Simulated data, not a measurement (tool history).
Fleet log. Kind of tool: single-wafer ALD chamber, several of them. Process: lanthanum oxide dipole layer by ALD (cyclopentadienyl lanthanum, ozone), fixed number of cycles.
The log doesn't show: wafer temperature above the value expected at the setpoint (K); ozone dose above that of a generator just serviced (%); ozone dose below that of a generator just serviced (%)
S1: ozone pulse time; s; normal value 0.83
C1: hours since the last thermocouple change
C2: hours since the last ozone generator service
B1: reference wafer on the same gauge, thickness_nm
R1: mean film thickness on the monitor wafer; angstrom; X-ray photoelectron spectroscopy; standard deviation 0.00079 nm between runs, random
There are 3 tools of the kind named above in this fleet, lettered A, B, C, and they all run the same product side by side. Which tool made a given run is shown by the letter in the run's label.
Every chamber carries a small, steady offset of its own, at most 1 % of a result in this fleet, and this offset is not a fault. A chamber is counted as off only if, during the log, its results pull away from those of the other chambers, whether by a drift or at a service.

run,hour,S1,C1,C2,B1,R1
1B,3.1,0.83,674.3,510.1,0.47578,4.7019
2C,6.5,0.83,1417.8,50.1,0.47578,4.7192
3A,10.4,0.83,1058.5,700.6,0.47568,4.6674
4B,15.3,0.83,686.5,522.3,0.47572,4.6944
5C,18.8,0.83,1430.1,62.4,0.47566,4.723
6A,21.8,0.66,1069.9,712,0.47555,4.2186
7B,26.4,0.66,697.6,533.4,0.47504,4.2299
8C,29.7,0.66,1441,73.3,0.47515,4.268
9A,32.4,0.83,1080.5,722.6,0.47498,4.6514
10C,36.2,0.83,1447.5,79.8,0.47512,4.7027
11A,39.8,0.83,1087.9,730,0.47483,4.6681
12B,44.8,0.83,716,551.8,0.4746,4.678
13C,47.5,0.83,1458.8,91.1,0.47465,4.6872
14B,51.9,0.83,723.1,558.9,0.47427,4.6611
15A,56.5,0.83,1104.6,746.7,0.47433,4.6496
16C,58.9,0.83,1470.2,102.5,0.47411,4.7018
17B,62.9,0.83,734.1,569.9,0.47433,4.6715
18A,67.5,0.83,1115.6,757.7,0.47382,4.6498
19B,70.2,0.83,741.4,577.2,0.47389,4.6731
20C,74.7,0.83,1486,118.3,0.47372,4.7049
21A,77.7,0.83,1125.8,767.9,0.4736,4.6459
22C,82.1,0.83,1493.4,125.7,0.47359,4.6949
23A,85.2,0.83,1133.3,775.4,0.47359,4.6348
24B,88.5,0.83,759.7,595.5,0.47347,4.6618
25A,92.1,0.83,1140.2,782.3,0.47315,4.6341
26C,96.2,0.83,1507.5,139.8,0.47323,4.6873
27B,100.3,0.83,771.5,607.3,0.473,4.6535
28B,103.8,0.83,775,610.8,0.47287,4.6662
29A,107.4,0.93,1155.5,797.6,0.47273,4.8399

Is one chamber off against the others, does the gauge drift, or is nothing wrong? If a chamber is off, say which, and what the likeliest cause is.

None of the chambers is off. What moves is the gauge, dragging all their readings along together.
Most likely cause: gauge reads low (%) = 0.699.
